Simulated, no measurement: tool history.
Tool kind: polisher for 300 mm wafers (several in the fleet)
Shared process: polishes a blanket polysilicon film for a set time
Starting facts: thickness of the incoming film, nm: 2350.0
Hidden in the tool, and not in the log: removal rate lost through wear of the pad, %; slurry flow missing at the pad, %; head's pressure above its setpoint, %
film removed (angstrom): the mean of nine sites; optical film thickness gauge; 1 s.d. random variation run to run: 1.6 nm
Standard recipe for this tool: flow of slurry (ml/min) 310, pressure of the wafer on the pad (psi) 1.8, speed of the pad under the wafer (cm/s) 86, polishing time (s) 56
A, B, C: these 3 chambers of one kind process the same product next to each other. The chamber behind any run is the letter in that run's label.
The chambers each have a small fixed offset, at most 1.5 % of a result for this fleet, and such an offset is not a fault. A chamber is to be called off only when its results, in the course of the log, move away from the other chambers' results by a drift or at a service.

run,hour,flow of slurry (ml/min),pressure of the wafer on the pad (psi),speed of the pad under the wafer (cm/s),polishing time (s),wafers polished on this pad,hours since the slurry nozzle was cleaned,hours since the head pressure was calibrated,film removed (angstrom)
1A,4.7,310,1.8,86,56,468,58.5,66.4,2341.4
2C,9.8,310,1.8,86,56,633,160.6,695.3,2338.2
3B,19.7,310,1.8,86,56,550,101.4,346.3,2305.1
# hour 23.5: chamber A: worn pad replaced by a new one
4C,27.4,310,1.8,86,56,865,178.2,712.9,2316.3
# hour 29.8: chamber C: worn pad replaced by a new one
5A,37.3,310,1.8,86,56,182,91.1,99,2354
6B,43.8,390,1.8,86,68,867,125.5,370.4,2894.8
7A,49.7,390,1.8,86,68,345,103.5,111.4,2902.6
8B,58.1,390,1.8,86,68,1056,139.8,384.7,2899.8
9C,65,310,1.8,86,56,465,215.8,750.5,2348.7
10B,71.7,310,1.8,86,56,1235,153.4,398.3,2293.5
11C,80.5,310,1.2,86,56,669,231.3,766,1552.4
12A,88.2,310,1.2,86,56,852,142,149.9,1584
# hour 89.8: chamber A: worn pad replaced by a new one
13A,95.6,310,1.2,86,56,76,149.4,157.3,1590.6
# hour 96.2: chamber C: worn pad replaced by a new one
14B,103.9,310,1.8,86,56,1659,185.6,430.5,2276.1
15C,108.5,310,1.8,86,56,162,259.3,794,2333
16B,116,310,1.8,86,56,1819,197.7,442.6,2294.1
17C,123,310,1.8,86,56,353,273.8,808.5,2348.5
18A,129.4,310,1.8,58,68,522,183.2,191.1,1914.1
19C,136.7,310,1.8,58,68,533,287.5,822.2,1894.9
20A,143.1,310,1.8,58,68,702,196.9,204.8,1955.3
21B,152.1,310,1.8,106,56,2294,233.8,478.7,2794.8
# hour 155.2: chamber A: worn pad replaced by a new one
22A,159.1,310,1.8,106,56,51,212.9,220.8,2907.9
23C,164.2,310,1.8,106,56,896,315,849.7,2880.3
# hour 167.1: chamber C: worn pad replaced by a new one
24B,170.6,310,1.8,86,56,2538,252.3,497.2,2208.7
25C,178,310,1.8,86,56,144,328.8,863.5,2358.4
26A,186.4,310,1.8,86,56,411,240.2,248.1,2357
27B,193.8,310,1.8,86,56,2844,275.5,520.4,2186.3
28B,202.5,310,1.8,86,56,2959,284.2,529.1,2247.9
29C,209.6,310,1.8,86,56,560,360.4,895.1,2356.1
# hour 218.4: chamber A: worn pad replaced by a new one
30A,218.7,310,1.8,86,56,4,272.5,280.4,2357.8
# hour 221.5: chamber C: worn pad replaced by a new one
31B,226.2,310,1.8,86,56,3271,307.9,552.8,2192.9
32C,233.5,310,1.8,86,56,158,384.3,919,2345.3
33A,238.2,395,1.4,86,56,261,292,299.9,1852.9
34B,242.6,395,1.4,86,56,3487,324.3,569.2,1732.6

Decide between three cases: one chamber stands off from its peers, the gauge reading all wafers drifts, or nothing is wrong past each chamber's small offset. Where a chamber is off, say which and what most likely put it there.

Chamber B drifts away from the others.
Likeliest cause: removal rate lost through wear of the pad, % = 6.91.
The log may not tell that from: head's pressure below its setpoint, %.

Which of the 4 candidates below, each the usual settings with something changed and its results left as question marks, puts chamber B back in line with what the other chambers give on the usual settings?
Allowed miss from the other chambers' usual-settings mean, per result, to count as in line: film removed (angstrom) 56
35B-1,249.8,310,1.8,90,58,,,,?
35B-2,249.8,310,1.8,82,54,,,,?
35B-3,249.8,315,1.8,102,56,,,,?
35B-4,249.8,310,1.8,80,51,,,,?

Usual-settings mean across the other chambers: film removed (angstrom) 2350.2
run,film removed (angstrom)
35B-1,2353.9
35B-2,1994.6
35B-3,2582.8
35B-4,1837.2
With 35B-1, the chamber falls back in line with the rest.

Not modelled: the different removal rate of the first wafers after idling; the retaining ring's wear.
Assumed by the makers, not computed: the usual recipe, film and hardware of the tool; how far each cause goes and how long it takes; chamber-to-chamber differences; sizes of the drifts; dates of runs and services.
